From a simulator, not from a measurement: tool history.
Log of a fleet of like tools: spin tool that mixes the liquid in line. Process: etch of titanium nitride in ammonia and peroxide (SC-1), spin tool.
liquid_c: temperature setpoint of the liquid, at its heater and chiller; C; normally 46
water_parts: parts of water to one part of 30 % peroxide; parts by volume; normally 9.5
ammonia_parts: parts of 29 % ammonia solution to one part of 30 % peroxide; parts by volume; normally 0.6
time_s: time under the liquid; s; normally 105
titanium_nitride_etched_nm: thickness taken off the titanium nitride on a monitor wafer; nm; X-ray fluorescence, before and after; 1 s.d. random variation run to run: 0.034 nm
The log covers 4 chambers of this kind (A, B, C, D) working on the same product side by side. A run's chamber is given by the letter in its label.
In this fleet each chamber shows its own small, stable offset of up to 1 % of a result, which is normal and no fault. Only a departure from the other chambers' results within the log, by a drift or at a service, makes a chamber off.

run    day  liquid_c  water_parts  ammonia_parts  time_s  hours since the thermometer was replaced  hours since the ammonia flow meter was replaced  hours since the heated supply line was repaired  hours since the drum of ammonia solution was connected  read-back film thickness of the titanium nitride reference wafer, read on the same gauge (nm)  titanium_nitride_etched_nm
 1B  0.212        46          9.5            0.6     105                                     847.7                                            740.5                                             1383                                                   264.1                                                                                            120                       4.369
 2A  0.588        46          9.5            0.6     105                                     455.9                                           1096.3                                           1424.9                                                   165.9                                                                                         120.02                      4.4214
 3D    0.9        46          9.5            0.6     105                                       122                                             44.8                                            880.9                                                   473.6                                                                                         120.02                       4.297
 4C  1.183        46          9.5            0.6     105                                       202                                            347.7                                            516.8                                                   210.9                                                                                         119.96                       4.404
 5C  1.412        46          9.5            0.6     105                                     207.5                                            353.2                                            522.3                                                   216.4                                                                                         119.97                      4.3829
 6A  1.621        46          9.5            0.6     105                                     480.7                                           1121.1                                           1449.7                                                   190.7                                                                                         119.96                       4.422
     1.758  -- chamber B: thermometer replaced
 7B  1.921        46          9.5            0.6     105                                         4                                            781.5                                             1424                                                   305.1                                                                                         120.04                      4.3117
 8D  2.142        46          9.5            0.6     105                                     151.8                                             74.6                                            910.7                                                   503.4                                                                                         119.97                      4.3285
 9B  2.346        46          9.5           0.85     145                                      14.2                                            791.7                                           1434.2                                                   315.3                                                                                            120                      6.2994
10A  2.692        46          9.5           0.85     145                                     506.4                                           1146.8                                           1475.4                                                   216.4                                                                                         119.98                      6.3699
11D  3.004        46          9.5           0.85     145                                     172.5                                             95.3                                            931.4                                                   524.1                                                                                         120.01                      6.3362
12C  3.212        46          9.5           0.85     145                                     250.7                                            396.4                                            565.5                                                   259.6                                                                                         119.99                      6.4559
13B  3.567        46          9.5            0.6     105                                      43.5                                              821                                           1463.5                                                   344.6                                                                                         120.01                      4.2751
14C  3.883        46          9.5            0.6     105                                     266.8                                            412.5                                            581.6                                                   275.7                                                                                            120                       4.354
15D    4.1        46          9.5            0.6     105                                     198.8                                            121.6                                            957.7                                                   550.4                                                                                         120.03                      4.3345
16A  4.379        46          9.5            0.6     105                                     546.9                                           1187.3                                           1515.9                                                   256.9                                                                                         119.98                      4.4641
17D  4.679        46          9.5            0.6     105                                     212.7                                            135.5                                            971.6                                                   564.3                                                                                            120                      4.3477
18C  4.921        46          9.5            0.6     105                                     291.7                                            437.4                                            606.5                                                   300.6                                                                                         120.01                      4.4061
19A  5.292        42          9.5            0.6     150                                     568.8                                           1209.2                                           1537.8                                                   278.8                                                                                         120.04                      4.7159
     5.408  -- chamber C: new drum of ammonia solution connected
20B  5.471        42          9.5            0.6     150                                      89.2                                            866.7                                           1509.2                                                   390.3                                                                                         119.99                      4.4778
21B  5.658        42          9.5            0.6     150                                      93.7                                            871.2                                           1513.7                                                   394.8                                                                                            120                      4.4866
22C  5.888        42          9.5            0.6     150                                     314.9                                            460.6                                            629.7                                                    11.5                                                                                         120.02                      4.7536
23D  6.171        46          9.5            0.6     105                                     248.5                                            171.3                                           1007.4                                                   600.1                                                                                         119.99                      4.2955
24A  6.338        46          9.5            0.6     105                                     593.9                                           1234.3                                           1562.9                                                   303.9                                                                                         120.02                      4.3857
25A  6.521        46          9.5            0.6     105                                     598.3                                           1238.7                                           1567.3                                                   308.3                                                                                         120.01                      4.5098
26B  6.821        46          9.5            0.6     105                                     121.6                                            899.1                                           1541.6                                                   422.7                                                                                         120.04                      4.0464
27C      7        46          9.5            0.6      55                                     341.6                                            487.3                                            656.4                                                    38.2                                                                                         120.02                       2.287

Decide between three cases: one chamber stands off from its peers, the gauge reading all wafers drifts, or nothing is wrong past each chamber's small offset. Where a chamber is off, say which and what most likely put it there.

Little by little, chamber B moves away from the other chambers.
What lies behind it: temperature lost on the way to the wafer (K) = 1.08.

Here are 4 candidates for chamber B's next run, each the usual settings with a change, their results left as question marks. Which one brings its results back in line with what the others give on the usual settings?
In-line tolerance around the mean of the other chambers on the usual settings: titanium_nitride_etched_nm 0.12 nm
28B-1  7.267        46          9.5            0.5     105                                                                                                                                                                                                                                                                                                                              ?
28B-2  7.267        46            9            0.6     105                                                                                                                                                                                                                                                                                                                              ?
28B-3  7.267        45          9.5            0.6     105                                                                                                                                                                                                                                                                                                                              ?
28B-4  7.267      46.5          9.5            0.6     110                                                                                                                                                                                                                                                                                                                              ?

The mean the other chambers reach with the usual settings: titanium_nitride_etched_nm 4.3812 nm
  run  titanium_nitride_etched_nm
28B-1                      3.9606
28B-2                      4.1987
28B-3                      3.7991
28B-4                      4.4341
Change 28B-4 lands the chamber within the allowed miss of the other chambers.
